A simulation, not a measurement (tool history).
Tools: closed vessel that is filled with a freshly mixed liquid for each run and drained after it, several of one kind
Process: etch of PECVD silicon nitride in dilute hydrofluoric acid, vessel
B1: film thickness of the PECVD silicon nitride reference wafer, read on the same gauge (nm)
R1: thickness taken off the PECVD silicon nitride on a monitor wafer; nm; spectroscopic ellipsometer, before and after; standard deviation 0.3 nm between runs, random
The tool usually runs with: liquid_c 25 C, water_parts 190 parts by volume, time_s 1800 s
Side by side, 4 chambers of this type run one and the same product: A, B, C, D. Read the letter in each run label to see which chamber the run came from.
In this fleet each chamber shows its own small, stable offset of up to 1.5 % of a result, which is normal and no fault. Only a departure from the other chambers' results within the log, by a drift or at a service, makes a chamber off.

{"run": "1A", "hour": 4.4, "liquid_c": 25, "water_parts": 190, "time_s": 1800, "B1": 50.004, "R1": 40.667}
{"run": "2C", "hour": 8.0, "liquid_c": 25, "water_parts": 190, "time_s": 1800, "B1": 49.967, "R1": 40.235}
{"run": "3B", "hour": 13.3, "liquid_c": 25, "water_parts": 190, "time_s": 1800, "B1": 50.03, "R1": 40.98}
{"run": "4D", "hour": 20.0, "liquid_c": 25, "water_parts": 190, "time_s": 1800, "B1": 49.995, "R1": 40.676}
{"run": "5A", "hour": 23.2, "liquid_c": 25, "water_parts": 190, "time_s": 1800, "B1": 49.99, "R1": 40.391}
{"run": "6C", "hour": 27.1, "liquid_c": 25, "water_parts": 265, "time_s": 1800, "B1": 49.997, "R1": 29.202}
{"run": "7D", "hour": 30.7, "liquid_c": 25, "water_parts": 265, "time_s": 1800, "B1": 50.027, "R1": 29.24}
{"run": "8B", "hour": 36.7, "liquid_c": 25, "water_parts": 265, "time_s": 1800, "B1": 50.008, "R1": 29.941}
{"run": "9C", "hour": 43.0, "liquid_c": 25, "water_parts": 265, "time_s": 1800, "B1": 49.994, "R1": 29.263}
{"run": "10B", "hour": 46.5, "liquid_c": 25, "water_parts": 190, "time_s": 1800, "B1": 50.013, "R1": 41.706}
{"run": "11A", "hour": 49.6, "liquid_c": 25, "water_parts": 125, "time_s": 1800, "B1": 50.001, "R1": 61.741}
{"run": "12D", "hour": 55.7, "liquid_c": 25, "water_parts": 125, "time_s": 1800, "B1": 49.996, "R1": 61.331}
{"run": "13C", "hour": 60.9, "liquid_c": 25, "water_parts": 125, "time_s": 1800, "B1": 49.993, "R1": 62.117}
{"run": "14A", "hour": 66.7, "liquid_c": 25, "water_parts": 125, "time_s": 1800, "B1": 49.979, "R1": 63.138}
{"run": "15D", "hour": 72.4, "liquid_c": 25, "water_parts": 190, "time_s": 1800, "B1": 49.981, "R1": 40.49}
{"run": "16B", "hour": 77.6, "liquid_c": 25, "water_parts": 190, "time_s": 1800, "B1": 50, "R1": 42.516}
{"run": "17A", "hour": 81.7, "liquid_c": 25, "water_parts": 190, "time_s": 1800, "B1": 50.006, "R1": 40.736}
{"run": "18B", "hour": 87.5, "liquid_c": 25, "water_parts": 190, "time_s": 1800, "B1": 50.013, "R1": 43.22}
{"run": "19D", "hour": 93.5, "liquid_c": 28, "water_parts": 100, "time_s": 1800, "B1": 50.031, "R1": 94.758}
{"run": "20C", "hour": 99.4, "liquid_c": 28, "water_parts": 100, "time_s": 1800, "B1": 50.026, "R1": 93.706}
{"run": "21C", "hour": 105.7, "liquid_c": 28, "water_parts": 100, "time_s": 1800, "B1": 50.007, "R1": 93.61}
{"hour": 107.9, "done": "chamber D: hydrofluoric acid flow meter replaced"}
{"run": "22A", "hour": 110.7, "liquid_c": 28, "water_parts": 100, "time_s": 1800, "B1": 49.997, "R1": 93.061}
{"run": "23B", "hour": 116.4, "liquid_c": 25, "water_parts": 190, "time_s": 1800, "B1": 50.019, "R1": 43.411}
{"run": "24D", "hour": 120.5, "liquid_c": 25, "water_parts": 190, "time_s": 1800, "B1": 49.997, "R1": 41.21}
{"run": "25D", "hour": 125.6, "liquid_c": 25, "water_parts": 190, "time_s": 1800, "B1": 49.975, "R1": 40.566}
{"run": "26B", "hour": 131.0, "liquid_c": 25, "water_parts": 190, "time_s": 1800, "B1": 50.02, "R1": 44.036}
{"run": "27A", "hour": 136.1, "liquid_c": 25, "water_parts": 190, "time_s": 1800, "B1": 49.999, "R1": 40.765}
{"run": "28C", "hour": 139.7, "liquid_c": 25, "water_parts": 190, "time_s": 1800, "B1": 49.988, "R1": 40.685}
{"hour": 142.9, "done": "chamber C: hydrofluoric acid flow meter replaced"}
{"run": "29B", "hour": 145.9, "liquid_c": 25, "water_parts": 190, "time_s": 1800, "B1": 49.992, "R1": 44.121}
{"run": "30A", "hour": 150.5, "liquid_c": 25, "water_parts": 190, "time_s": 1800, "B1": 49.989, "R1": 40.518}
{"run": "31C", "hour": 156.3, "liquid_c": 25, "water_parts": 190, "time_s": 1800, "B1": 49.994, "R1": 40.649}
{"run": "32D", "hour": 159.6, "liquid_c": 25, "water_parts": 190, "time_s": 1800, "B1": 50, "R1": 40.673}
{"run": "33B", "hour": 165.6, "liquid_c": 21.5, "water_parts": 190, "time_s": 1800, "B1": 50, "R1": 35.827}
{"run": "34D", "hour": 170.4, "liquid_c": 21.5, "water_parts": 190, "time_s": 1800, "B1": 50.013, "R1": 32.077}
{"run": "35C", "hour": 175.7, "liquid_c": 21.5, "water_parts": 190, "time_s": 1800, "B1": 49.998, "R1": 32.144}
{"run": "36A", "hour": 179.8, "liquid_c": 21.5, "water_parts": 190, "time_s": 1800, "B1": 49.978, "R1": 32.587}
{"run": "37C", "hour": 184.5, "liquid_c": 25, "water_parts": 190, "time_s": 1800, "B1": 50.002, "R1": 40.042}

Has any chamber moved away from the others, gradually or after a service, or does the common gauge drift, or do the chambers differ only by their own small steady offsets? State the chamber and the most likely cause if one applies.

It is chamber B that slowly wanders off from its peers.
Cause: hydrofluoric acid flow above the setpoint (%) = 10.2.
Not necessarily distinguishable in this log from: liquid hotter than its thermometer reads (K).

Which of the 4 candidates below, each the usual settings with something changed and its results left as question marks, puts chamber B back in line with what the other chambers give on the usual settings?
A result is in line if it is within this distance of the other chambers' mean on the usual settings: R1 1 nm
{"run": "38B-1", "hour": 189.4, "liquid_c": 25.5, "water_parts": 175, "time_s": 2015, "R1": "?"}
{"run": "38B-2", "hour": 189.4, "liquid_c": 25, "water_parts": 170, "time_s": 1800, "R1": "?"}
{"run": "38B-3", "hour": 189.4, "liquid_c": 24.5, "water_parts": 205, "time_s": 1585, "R1": "?"}
{"run": "38B-4", "hour": 189.4, "liquid_c": 24.5, "water_parts": 190, "time_s": 1660, "R1": "?"}

On the usual settings, the other chambers give on average: R1 40.571 nm
run=38B-1 R1=56.629
run=38B-2 R1=50.381
run=38B-3 R1=35.763
run=38B-4 R1=40.343
The answer is 38B-4, which returns the chamber to within the allowed miss of the others.
